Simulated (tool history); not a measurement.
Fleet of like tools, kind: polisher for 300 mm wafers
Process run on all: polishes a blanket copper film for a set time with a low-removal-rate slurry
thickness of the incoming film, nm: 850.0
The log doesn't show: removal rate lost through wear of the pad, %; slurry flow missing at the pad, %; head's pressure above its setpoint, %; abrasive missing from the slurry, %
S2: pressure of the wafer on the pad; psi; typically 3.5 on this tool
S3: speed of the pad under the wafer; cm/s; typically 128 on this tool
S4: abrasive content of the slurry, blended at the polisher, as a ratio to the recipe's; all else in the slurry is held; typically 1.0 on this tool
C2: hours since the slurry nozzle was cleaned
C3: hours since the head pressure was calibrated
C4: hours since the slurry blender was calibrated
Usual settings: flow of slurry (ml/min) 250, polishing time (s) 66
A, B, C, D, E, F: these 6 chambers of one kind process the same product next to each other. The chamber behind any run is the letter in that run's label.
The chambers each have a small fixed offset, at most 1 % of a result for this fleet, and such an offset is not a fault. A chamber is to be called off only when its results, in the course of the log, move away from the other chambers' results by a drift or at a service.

{"run": "1A", "hour": 7.6, "flow of slurry (ml/min)": 250, "S2": 3.5, "S3": 128, "S4": 1.0, "polishing time (s)": 66, "wafers polished on this pad": 326, "C2": 538.8, "C3": 401.2, "C4": 44.2, "film removed (nm)": 264.17}
{"hour": 12.1, "done": "chamber C: worn pad replaced by a new one"}
{"run": "2F", "hour": 20.6, "flow of slurry (ml/min)": 250, "S2": 3.5, "S3": 128, "S4": 1.0, "polishing time (s)": 66, "wafers polished on this pad": 254, "C2": 213.7, "C3": 810.4, "C4": 48.2, "film removed (nm)": 265.47}
{"hour": 21.6, "done": "chamber C: slurry blender recalibrated"}
{"hour": 21.8, "done": "chamber A: slurry nozzle cleaned"}
{"run": "3C", "hour": 28.6, "flow of slurry (ml/min)": 250, "S2": 3.5, "S3": 128, "S4": 1.0, "polishing time (s)": 66, "wafers polished on this pad": 117, "C2": 313.1, "C3": 231.8, "C4": 7.0, "film removed (nm)": 258.73}
{"hour": 31.4, "done": "chamber E: slurry blender recalibrated"}
{"run": "4B", "hour": 34.6, "flow of slurry (ml/min)": 250, "S2": 3.5, "S3": 128, "S4": 1.0, "polishing time (s)": 66, "wafers polished on this pad": 421, "C2": 187.4, "C3": 100.0, "C4": 374.9, "film removed (nm)": 258.52}
{"hour": 38.5, "done": "chamber D: slurry blender recalibrated"}
{"run": "5D", "hour": 47.1, "flow of slurry (ml/min)": 250, "S2": 3.5, "S3": 128, "S4": 1.0, "polishing time (s)": 66, "wafers polished on this pad": 376, "C2": 221.8, "C3": 460.1, "C4": 8.6, "film removed (nm)": 255.76}
{"hour": 50.2, "done": "chamber A: worn pad replaced by a new one"}
{"run": "6E", "hour": 55.7, "flow of slurry (ml/min)": 250, "S2": 3.5, "S3": 128, "S4": 1.0, "polishing time (s)": 66, "wafers polished on this pad": 765, "C2": 190.8, "C3": 102.3, "C4": 24.4, "film removed (nm)": 256.9}
{"hour": 63.5, "done": "chamber F: worn pad replaced by a new one"}
{"run": "7A", "hour": 66.1, "flow of slurry (ml/min)": 250, "S2": 3.5, "S3": 128, "S4": 1.0, "polishing time (s)": 66, "wafers polished on this pad": 113, "C2": 44.3, "C3": 459.7, "C4": 102.7, "film removed (nm)": 259.58}
{"run": "8E", "hour": 75.2, "flow of slurry (ml/min)": 250, "S2": 3.5, "S3": 128, "S4": 1.0, "polishing time (s)": 66, "wafers polished on this pad": 904, "C2": 210.3, "C3": 121.8, "C4": 43.9, "film removed (nm)": 261.96}
{"run": "9C", "hour": 84.1, "flow of slurry (ml/min)": 250, "S2": 3.5, "S3": 128, "S4": 1.0, "polishing time (s)": 66, "wafers polished on this pad": 512, "C2": 368.6, "C3": 287.3, "C4": 62.5, "film removed (nm)": 253.19}
{"hour": 87.4, "done": "chamber B: worn pad replaced by a new one"}
{"run": "10D", "hour": 94.6, "flow of slurry (ml/min)": 250, "S2": 3.5, "S3": 128, "S4": 1.0, "polishing time (s)": 66, "wafers polished on this pad": 714, "C2": 269.3, "C3": 507.6, "C4": 56.1, "film removed (nm)": 257.16}
{"run": "11F", "hour": 106.4, "flow of slurry (ml/min)": 250, "S2": 3.5, "S3": 128, "S4": 1.0, "polishing time (s)": 66, "wafers polished on this pad": 305, "C2": 299.5, "C3": 896.2, "C4": 134.0, "film removed (nm)": 263.52}
{"run": "12B", "hour": 117.3, "flow of slurry (ml/min)": 250, "S2": 3.5, "S3": 128, "S4": 1.0, "polishing time (s)": 66, "wafers polished on this pad": 212, "C2": 270.1, "C3": 182.7, "C4": 457.6, "film removed (nm)": 260.15}
{"hour": 122.4, "done": "chamber A: worn pad replaced by a new one"}
{"run": "13B", "hour": 129.8, "flow of slurry (ml/min)": 250, "S2": 3.5, "S3": 128, "S4": 1.0, "polishing time (s)": 66, "wafers polished on this pad": 301, "C2": 282.6, "C3": 195.2, "C4": 470.1, "film removed (nm)": 258.69}
{"hour": 130.1, "done": "chamber E: worn pad replaced by a new one"}
{"run": "14E", "hour": 139.5, "flow of slurry (ml/min)": 250, "S2": 3.5, "S3": 128, "S4": 1.0, "polishing time (s)": 66, "wafers polished on this pad": 67, "C2": 274.6, "C3": 186.1, "C4": 108.2, "film removed (nm)": 259.74}
{"hour": 140.5, "done": "chamber F: worn pad replaced by a new one"}
{"hour": 145.3, "done": "chamber B: slurry blender recalibrated"}
{"run": "15A", "hour": 147.0, "flow of slurry (ml/min)": 250, "S2": 3.5, "S3": 128, "S4": 1.0, "polishing time (s)": 66, "wafers polished on this pad": 174, "C2": 125.2, "C3": 540.6, "C4": 183.6, "film removed (nm)": 263.39}
{"hour": 148.3, "done": "chamber F: head pressure recalibrated"}
{"hour": 158.2, "done": "chamber D: worn pad replaced by a new one"}
{"run": "16F", "hour": 159.6, "flow of slurry (ml/min)": 250, "S2": 3.5, "S3": 128, "S4": 1.0, "polishing time (s)": 66, "wafers polished on this pad": 135, "C2": 352.7, "C3": 11.4, "C4": 187.2, "film removed (nm)": 256.14}
{"run": "17D", "hour": 168.8, "flow of slurry (ml/min)": 250, "S2": 3.5, "S3": 128, "S4": 1.0, "polishing time (s)": 66, "wafers polished on this pad": 75, "C2": 343.5, "C3": 581.8, "C4": 130.3, "film removed (nm)": 258.18}
{"hour": 180.9, "done": "chamber B: slurry nozzle cleaned"}
{"run": "18C", "hour": 181.5, "flow of slurry (ml/min)": 250, "S2": 3.5, "S3": 128, "S4": 1.0, "polishing time (s)": 66, "wafers polished on this pad": 1204, "C2": 466.0, "C3": 384.7, "C4": 159.9, "film removed (nm)": 260.7}
{"hour": 185.1, "done": "chamber C: head pressure recalibrated"}
{"hour": 188.7, "done": "chamber C: worn pad replaced by a new one"}
{"run": "19F", "hour": 192.5, "flow of slurry (ml/min)": 250, "S2": 3.5, "S3": 128, "S4": 1.0, "polishing time (s)": 66, "wafers polished on this pad": 369, "C2": 385.6, "C3": 44.3, "C4": 220.1, "film removed (nm)": 258.68}
{"hour": 197.7, "done": "chamber A: worn pad replaced by a new one"}
{"run": "20C", "hour": 200.0, "flow of slurry (ml/min)": 250, "S2": 3.5, "S3": 128, "S4": 1.0, "polishing time (s)": 66, "wafers polished on this pad": 80, "C2": 484.5, "C3": 14.9, "C4": 178.4, "film removed (nm)": 261.3}
{"run": "21B", "hour": 207.1, "flow of slurry (ml/min)": 250, "S2": 2.7, "S3": 128, "S4": 1.0, "polishing time (s)": 59, "wafers polished on this pad": 851, "C2": 26.3, "C3": 272.5, "C4": 61.8, "film removed (nm)": 182.46}
{"hour": 212.2, "done": "chamber B: worn pad replaced by a new one"}
{"run": "22A", "hour": 213.6, "flow of slurry (ml/min)": 250, "S2": 2.7, "S3": 128, "S4": 1.0, "polishing time (s)": 59, "wafers polished on this pad": 113, "C2": 191.8, "C3": 607.2, "C4": 250.2, "film removed (nm)": 173.46}
{"hour": 214.6, "done": "chamber F: worn pad replaced by a new one"}
{"run": "23E", "hour": 221.1, "flow of slurry (ml/min)": 250, "S2": 2.7, "S3": 128, "S4": 1.0, "polishing time (s)": 59, "wafers polished on this pad": 647, "C2": 356.2, "C3": 267.7, "C4": 189.8, "film removed (nm)": 178.12}
{"hour": 222.1, "done": "chamber F: slurry blender recalibrated"}
{"hour": 230.9, "done": "chamber E: slurry blender recalibrated"}
{"run": "24D", "hour": 233.3, "flow of slurry (ml/min)": 250, "S2": 2.7, "S3": 128, "S4": 1.0, "polishing time (s)": 59, "wafers polished on this pad": 534, "C2": 408.0, "C3": 646.3, "C4": 194.8, "film removed (nm)": 182.47}
{"run": "25E", "hour": 243.0, "flow of slurry (ml/min)": 250, "S2": 2.7, "S3": 128, "S4": 1.0, "polishing time (s)": 59, "wafers polished on this pad": 803, "C2": 378.1, "C3": 289.6, "C4": 12.1, "film removed (nm)": 185.11}
{"run": "26A", "hour": 251.6, "flow of slurry (ml/min)": 250, "S2": 2.7, "S3": 128, "S4": 1.0, "polishing time (s)": 59, "wafers polished on this pad": 383, "C2": 229.8, "C3": 645.2, "C4": 288.2, "film removed (nm)": 176.45}
{"hour": 256.8, "done": "chamber A: head pressure recalibrated"}
{"run": "27F", "hour": 262.3, "flow of slurry (ml/min)": 250, "S2": 3.5, "S3": 128, "S4": 1.0, "polishing time (s)": 66, "wafers polished on this pad": 339, "C2": 455.4, "C3": 114.1, "C4": 40.2, "film removed (nm)": 261.2}
{"run": "28B", "hour": 272.9, "flow of slurry (ml/min)": 250, "S2": 3.5, "S3": 128, "S4": 1.0, "polishing time (s)": 47, "wafers polished on this pad": 432, "C2": 92.1, "C3": 338.3, "C4": 127.6, "film removed (nm)": 186.62}
{"hour": 277.7, "done": "chamber A: worn pad replaced by a new one"}
{"hour": 280.4, "done": "chamber D: slurry blender recalibrated"}
{"run": "29C", "hour": 280.6, "flow of slurry (ml/min)": 250, "S2": 3.5, "S3": 128, "S4": 1.0, "polishing time (s)": 47, "wafers polished on this pad": 653, "C2": 565.1, "C3": 95.5, "C4": 259.0, "film removed (nm)": 185.01}
{"run": "30D", "hour": 290.5, "flow of slurry (ml/min)": 250, "S2": 3.5, "S3": 128, "S4": 1.0, "polishing time (s)": 47, "wafers polished on this pad": 940, "C2": 465.2, "C3": 703.5, "C4": 10.1, "film removed (nm)": 184.75}
{"run": "31A", "hour": 297.1, "flow of slurry (ml/min)": 250, "S2": 3.5, "S3": 128, "S4": 1.0, "polishing time (s)": 47, "wafers polished on this pad": 138, "C2": 275.3, "C3": 40.4, "C4": 333.7, "film removed (nm)": 175.22}
{"hour": 303.0, "done": "chamber F: worn pad replaced by a new one"}
{"run": "32E", "hour": 309.4, "flow of slurry (ml/min)": 250, "S2": 3.5, "S3": 128, "S4": 1.0, "polishing time (s)": 47, "wafers polished on this pad": 1275, "C2": 444.5, "C3": 356.0, "C4": 78.5, "film removed (nm)": 184.41}
{"hour": 318.4, "done": "chamber B: worn pad replaced by a new one"}
{"run": "33B", "hour": 320.3, "flow of slurry (ml/min)": 250, "S2": 3.5, "S3": 128, "S4": 1.0, "polishing time (s)": 47, "wafers polished on this pad": 13, "C2": 139.5, "C3": 385.7, "C4": 175.0, "film removed (nm)": 184.73}
{"run": "34D", "hour": 329.7, "flow of slurry (ml/min)": 250, "S2": 3.5, "S3": 128, "S4": 1.0, "polishing time (s)": 66, "wafers polished on this pad": 1219, "C2": 504.4, "C3": 742.7, "C4": 49.3, "film removed (nm)": 251.71}
{"hour": 331.3, "done": "chamber E: worn pad replaced by a new one"}
{"run": "35C", "hour": 338.0, "flow of slurry (ml/min)": 250, "S2": 3.5, "S3": 128, "S4": 1.0, "polishing time (s)": 66, "wafers polished on this pad": 1061, "C2": 622.5, "C3": 152.9, "C4": 316.4, "film removed (nm)": 252.24}
{"hour": 340.5, "done": "chamber D: worn pad replaced by a new one"}
{"run": "36F", "hour": 345.3, "flow of slurry (ml/min)": 250, "S2": 3.5, "S3": 128, "S4": 1.0, "polishing time (s)": 66, "wafers polished on this pad": 301, "C2": 538.4, "C3": 197.1, "C4": 123.2, "film removed (nm)": 257.03}
{"hour": 350.2, "done": "chamber C: slurry blender recalibrated"}
{"run": "37B", "hour": 351.5, "flow of slurry (ml/min)": 250, "S2": 3.5, "S3": 128, "S4": 1.0, "polishing time (s)": 66, "wafers polished on this pad": 235, "C2": 170.7, "C3": 416.9, "C4": 206.2, "film removed (nm)": 256.73}
{"run": "38F", "hour": 361.9, "flow of slurry (ml/min)": 250, "S2": 3.5, "S3": 128, "S4": 1.0, "polishing time (s)": 66, "wafers polished on this pad": 419, "C2": 555.0, "C3": 213.7, "C4": 139.8, "film removed (nm)": 256.37}
{"hour": 366.3, "done": "chamber A: worn pad replaced by a new one"}
{"hour": 370.9, "done": "chamber C: worn pad replaced by a new one"}
{"run": "39C", "hour": 374.7, "flow of slurry (ml/min)": 250, "S2": 3.5, "S3": 128, "S4": 1.0, "polishing time (s)": 66, "wafers polished on this pad": 27, "C2": 659.2, "C3": 189.6, "C4": 24.5, "film removed (nm)": 259.69}
{"run": "40E", "hour": 380.9, "flow of slurry (ml/min)": 250, "S2": 3.5, "S3": 128, "S4": 1.0, "polishing time (s)": 66, "wafers polished on this pad": 353, "C2": 516.0, "C3": 427.5, "C4": 150.0, "film removed (nm)": 260.61}
{"run": "41A", "hour": 387.2, "flow of slurry (ml/min)": 250, "S2": 3.5, "S3": 128, "S4": 1.2, "polishing time (s)": 66, "wafers polished on this pad": 148, "C2": 365.4, "C3": 130.5, "C4": 423.8, "film removed (nm)": 247.79}
{"hour": 389.7, "done": "chamber C: slurry nozzle cleaned"}
{"run": "42D", "hour": 396.9, "flow of slurry (ml/min)": 250, "S2": 3.5, "S3": 128, "S4": 1.2, "polishing time (s)": 66, "wafers polished on this pad": 401, "C2": 571.6, "C3": 809.9, "C4": 116.5, "film removed (nm)": 265.56}
{"run": "43C", "hour": 407.6, "flow of slurry (ml/min)": 250, "S2": 3.5, "S3": 128, "S4": 1.2, "polishing time (s)": 66, "wafers polished on this pad": 261, "C2": 17.9, "C3": 222.5, "C4": 57.4, "film removed (nm)": 270.55}

The same settings go to every chamber for the next run, one line per chamber below. Forecast the results for each:
{"run": "44A", "hour": 416.9, "flow of slurry (ml/min)": 250, "S2": 3.5, "S3": 128, "S4": 1.0, "polishing time (s)": 66, "film removed (nm)": "?"}
{"run": "44B", "hour": 416.9, "flow of slurry (ml/min)": 250, "S2": 3.5, "S3": 128, "S4": 1.0, "polishing time (s)": 66, "film removed (nm)": "?"}
{"run": "44C", "hour": 416.9, "flow of slurry (ml/min)": 250, "S2": 3.5, "S3": 128, "S4": 1.0, "polishing time (s)": 66, "film removed (nm)": "?"}
{"run": "44D", "hour": 416.9, "flow of slurry (ml/min)": 250, "S2": 3.5, "S3": 128, "S4": 1.0, "polishing time (s)": 66, "film removed (nm)": "?"}
{"run": "44E", "hour": 416.9, "flow of slurry (ml/min)": 250, "S2": 3.5, "S3": 128, "S4": 1.0, "polishing time (s)": 66, "film removed (nm)": "?"}
{"run": "44F", "hour": 416.9, "flow of slurry (ml/min)": 250, "S2": 3.5, "S3": 128, "S4": 1.0, "polishing time (s)": 66, "film removed (nm)": "?"}

run=44A film_removed_(nm)=233.05
run=44B film_removed_(nm)=261.33
run=44C film_removed_(nm)=263.52
run=44D film_removed_(nm)=261.15
run=44E film_removed_(nm)=262.41
run=44F film_removed_(nm)=258.05
